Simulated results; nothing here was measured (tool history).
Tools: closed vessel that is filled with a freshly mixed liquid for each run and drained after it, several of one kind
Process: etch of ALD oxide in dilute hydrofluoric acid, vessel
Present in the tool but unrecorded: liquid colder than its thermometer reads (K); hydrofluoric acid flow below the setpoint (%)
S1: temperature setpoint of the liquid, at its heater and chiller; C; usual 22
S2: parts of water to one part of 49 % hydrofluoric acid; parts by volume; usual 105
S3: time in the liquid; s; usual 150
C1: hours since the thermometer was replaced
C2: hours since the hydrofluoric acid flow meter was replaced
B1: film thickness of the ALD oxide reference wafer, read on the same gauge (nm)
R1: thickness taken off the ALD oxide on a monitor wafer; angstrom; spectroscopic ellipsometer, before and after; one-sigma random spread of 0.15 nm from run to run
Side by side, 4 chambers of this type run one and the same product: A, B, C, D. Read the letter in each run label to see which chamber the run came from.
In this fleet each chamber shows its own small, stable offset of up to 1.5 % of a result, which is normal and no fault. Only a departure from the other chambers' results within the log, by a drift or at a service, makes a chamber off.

| run | hour | S1 | S2 | S3 | C1 | C2 | B1 | R1 |
|---|---|---|---|---|---|---|---|---|
| 1A | 3.4 | 22 | 105 | 150 | 1220.5 | 1339.1 | 79.982 | 217.37 |
| 2B | 6.3 | 22 | 105 | 150 | 870.2 | 1265.9 | 80.013 | 217.49 |
| 3C | 10.2 | 22 | 105 | 150 | 1118.1 | 195.9 | 80.019 | 219.43 |
| 4D | 14.7 | 22 | 105 | 150 | 335.5 | 607.4 | 79.993 | 219.59 |
| 5B | 19.7 | 22 | 105 | 150 | 883.6 | 1279.3 | 80.044 | 217.4 |
| 6D | 22.8 | 22 | 105 | 150 | 343.6 | 615.5 | 79.982 | 223.19 |
| 7C | 25.7 | 22 | 105 | 150 | 1133.6 | 211.4 | 80.013 | 218.17 |
| 8A | 29.4 | 22 | 105 | 150 | 1246.5 | 1365.1 | 79.963 | 218.49 |
| 9D | 32.9 | 22 | 130 | 150 | 353.7 | 625.6 | 79.988 | 174.68 |
| 10A | 38.6 | 22 | 130 | 150 | 1255.7 | 1374.3 | 79.995 | 172.55 |
| 11C | 41.2 | 22 | 130 | 150 | 1149.1 | 226.9 | 79.988 | 169.51 |
| 12B | 45.5 | 22 | 130 | 150 | 909.4 | 1305.1 | 79.987 | 170.79 |
| 13A | 50.7 | 22 | 105 | 150 | 1267.8 | 1386.4 | 79.986 | 218.33 |
| 14B | 56.1 | 22 | 105 | 150 | 920 | 1315.7 | 79.98 | 218.15 |
| 15D | 61.4 | 22 | 105 | 115 | 382.2 | 654.1 | 80.022 | 168.55 |
| 16C | 66.9 | 22 | 105 | 115 | 1174.8 | 252.6 | 79.985 | 162.91 |
| 17C | 71.5 | 22 | 105 | 115 | 1179.4 | 257.2 | 80.033 | 163.23 |
| 18A | 75 | 22 | 105 | 115 | 1292.1 | 1410.7 | 80.025 | 166.98 |
| 19B | 80.6 | 22 | 105 | 150 | 944.5 | 1340.2 | 80.021 | 217.59 |
| 20D | 85.1 | 22 | 105 | 150 | 405.9 | 677.8 | 79.965 | 223.36 |
| 21A | 88.3 | 22 | 105 | 150 | 1305.4 | 1424 | 79.964 | 219.82 |
| 22B | 93.5 | 18 | 105 | 180 | 957.4 | 1353.1 | 79.991 | 220.48 |
| 23D | 97.2 | 18 | 105 | 180 | 418 | 689.9 | 79.986 | 227.69 |
| 24C | 100.9 | 18 | 105 | 180 | 1208.8 | 286.6 | 80.021 | 211.01 |
| 25C | 105.6 | 18 | 105 | 180 | 1213.5 | 291.3 | 79.998 | 211.24 |
| 26A | 110.6 | 22 | 105 | 150 | 1327.7 | 1446.3 | 80.04 | 217.18 |
| 27B | 115.3 | 22 | 105 | 150 | 979.2 | 1374.9 | 79.968 | 219.74 |

Next, all 4 chambers run the settings below, one line each with question marks for the results. What does each chamber give?
| 28A | 119.3 | 19.5 | 105 | 150 |  |  |  | ? |
| 28B | 119.3 | 19.5 | 105 | 150 |  |  |  | ? |
| 28C | 119.3 | 19.5 | 105 | 150 |  |  |  | ? |
| 28D | 119.3 | 19.5 | 105 | 150 |  |  |  | ? |

| run | R1 |
|---|---|
| 28A | 196.7 |
| 28B | 198.17 |
| 28C | 185.62 |
| 28D | 199.26 |

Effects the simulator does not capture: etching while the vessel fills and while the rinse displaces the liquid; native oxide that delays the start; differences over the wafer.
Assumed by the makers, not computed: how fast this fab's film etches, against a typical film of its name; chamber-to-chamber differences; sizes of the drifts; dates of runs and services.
